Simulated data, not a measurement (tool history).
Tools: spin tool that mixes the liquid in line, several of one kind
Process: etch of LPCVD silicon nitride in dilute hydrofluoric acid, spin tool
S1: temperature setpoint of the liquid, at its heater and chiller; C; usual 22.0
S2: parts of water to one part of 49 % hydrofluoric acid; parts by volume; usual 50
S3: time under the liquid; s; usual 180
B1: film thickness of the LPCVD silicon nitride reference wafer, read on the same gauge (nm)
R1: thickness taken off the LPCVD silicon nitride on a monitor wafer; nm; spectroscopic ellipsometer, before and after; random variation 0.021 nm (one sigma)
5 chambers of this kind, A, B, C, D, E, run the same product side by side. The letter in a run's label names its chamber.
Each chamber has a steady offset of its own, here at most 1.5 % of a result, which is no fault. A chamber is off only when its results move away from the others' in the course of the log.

Run 1D, hour 7.4: usual settings; B1 120.01. Result: R1 1.35280 nm.
Run 2E, hour 11.4: usual settings; B1 119.97. Result: R1 1.35480 nm.
Run 3B, hour 15.3: usual settings; B1 120.03. Result: R1 1.41610 nm.
Run 4A, hour 22.1: usual settings; B1 119.97. Result: R1 1.37160 nm.
Run 5C, hour 30.8: usual settings; B1 119.99. Result: R1 1.40410 nm.
Run 6C, hour 36.8: usual settings; B1 120.03. Result: R1 1.42630 nm.
Run 7D, hour 45.0: usual settings; B1 119.98. Result: R1 1.40050 nm.
Run 8A, hour 50.4: usual settings; B1 120.03. Result: R1 1.40590 nm.
Run 9E, hour 55.7: usual settings; B1 120.01. Result: R1 1.38910 nm.
Run 10B, hour 63.9: usual settings; B1 119.97. Result: R1 1.40550 nm.
Run 11C, hour 71.4: usual settings but S1 18.0 C, S3 230 s; B1 119.99. Result: R1 1.35130 nm.
Run 12D, hour 78.1: usual settings but S1 18.0 C, S3 230 s; B1 120.01. Result: R1 1.32810 nm.
Run 13E, hour 84.1: usual settings but S1 18.0 C, S3 230 s; B1 119.97. Result: R1 1.38070 nm.
Run 14A, hour 92.6: usual settings but S1 18.0 C, S3 230 s; B1 119.99. Result: R1 1.34040 nm.
Run 15B, hour 98.1: usual settings but S1 18.0 C, S3 230 s; B1 120.01. Result: R1 1.37370 nm.
Run 16A, hour 103.0: usual settings; B1 120.00. Result: R1 1.40360 nm.
Run 17E, hour 108.8: usual settings; B1 120.01. Result: R1 1.39890 nm.
Run 18D, hour 113.0: usual settings but S1 17.5 C, S2 60 parts by volume; B1 119.98. Result: R1 0.84341 nm.
Run 19C, hour 121.7: usual settings but S1 17.5 C, S2 60 parts by volume; B1 119.99. Result: R1 0.83887 nm.
Run 20B, hour 127.7: usual settings but S1 17.5 C, S2 60 parts by volume; B1 120.00. Result: R1 0.86478 nm.
Run 21B, hour 132.0: usual settings but S1 17.5 C, S2 60 parts by volume; B1 120.00. Result: R1 0.85571 nm.
Run 22E, hour 136.0: usual settings but S1 17.5 C, S2 60 parts by volume; B1 120.00. Result: R1 0.84764 nm.
Run 23C, hour 142.8: usual settings; B1 120.01. Result: R1 1.42700 nm.
Run 24D, hour 149.9: usual settings; B1 120.00. Result: R1 1.34080 nm.
Run 25A, hour 156.1: usual settings; B1 120.01. Result: R1 1.41100 nm.
Run 26B, hour 163.6: usual settings; B1 120.02. Result: R1 1.42680 nm.
Run 27D, hour 167.5: usual settings; B1 119.98. Result: R1 1.27660 nm.
Run 28A, hour 175.4: usual settings; B1 119.96. Result: R1 1.38510 nm.
At hour 178.5: chamber E: hydrofluoric acid flow meter replaced.
Run 29C, hour 181.3: usual settings; B1 119.97. Result: R1 1.34310 nm.
Run 30E, hour 188.2: usual settings; B1 119.99. Result: R1 1.37440 nm.
Run 31B, hour 195.5: usual settings but S1 24.0 C, S3 75 s; B1 120.00. Result: R1 0.69270 nm.
Run 32D, hour 199.4: usual settings but S1 24.0 C, S3 75 s; B1 119.99. Result: R1 0.60265 nm.
Run 33E, hour 204.4: usual settings but S1 24.0 C, S3 75 s; B1 120.00. Result: R1 0.66088 nm.
At hour 206.8: chamber A: hydrofluoric acid flow meter replaced.
Run 34C, hour 210.7: usual settings but S1 24.0 C, S3 75 s; B1 120.01. Result: R1 0.68146 nm.
Run 35A, hour 218.7: usual settings but S1 24.0 C, S3 75 s; B1 119.99. Result: R1 0.67157 nm.
Run 36B, hour 223.7: usual settings; B1 120.00. Result: R1 1.42730 nm.
Run 37A, hour 229.9: usual settings; B1 119.98. Result: R1 1.38810 nm.
Run 38D, hour 238.3: usual settings; B1 119.98. Result: R1 1.18140 nm.
Run 39C, hour 243.4: usual settings; B1 120.01. Result: R1 1.45080 nm.

Is one chamber off against the others, does the gauge drift, or is nothing wrong? If a chamber is off, say which, and what the likeliest cause is.

Chamber D drifts away from the others.
Cause: liquid colder than its thermometer reads (K) = 2.54.

Here are 4 candidates for chamber D's next run, each the usual settings with a change, their results left as question marks. Which one brings its results back in line with what the others give on the usual settings?
In line means no further than this from the other chambers' mean on the usual settings: R1 0.07600 nm
Run 40D-1, hour 249.7: usual settings but S1 21.0 C, S2 55 parts by volume. Result: R1 ?.
Run 40D-2, hour 249.7: usual settings but S1 22.5 C, S2 45 parts by volume, S3 210 s. Result: R1 ?.
Run 40D-3, hour 249.7: usual settings but S2 45 parts by volume, S3 195 s. Result: R1 ?.
Run 40D-4, hour 249.7: usual settings but S1 21.5 C, S2 55 parts by volume, S3 150 s. Result: R1 ?.

The other chambers' mean on the usual settings: R1 1.39830 nm
  run       R1
40D-1  1.00460
40D-2  1.57950
40D-3  1.41630
40D-4  0.86761
40D-3 brings the chamber back in line.

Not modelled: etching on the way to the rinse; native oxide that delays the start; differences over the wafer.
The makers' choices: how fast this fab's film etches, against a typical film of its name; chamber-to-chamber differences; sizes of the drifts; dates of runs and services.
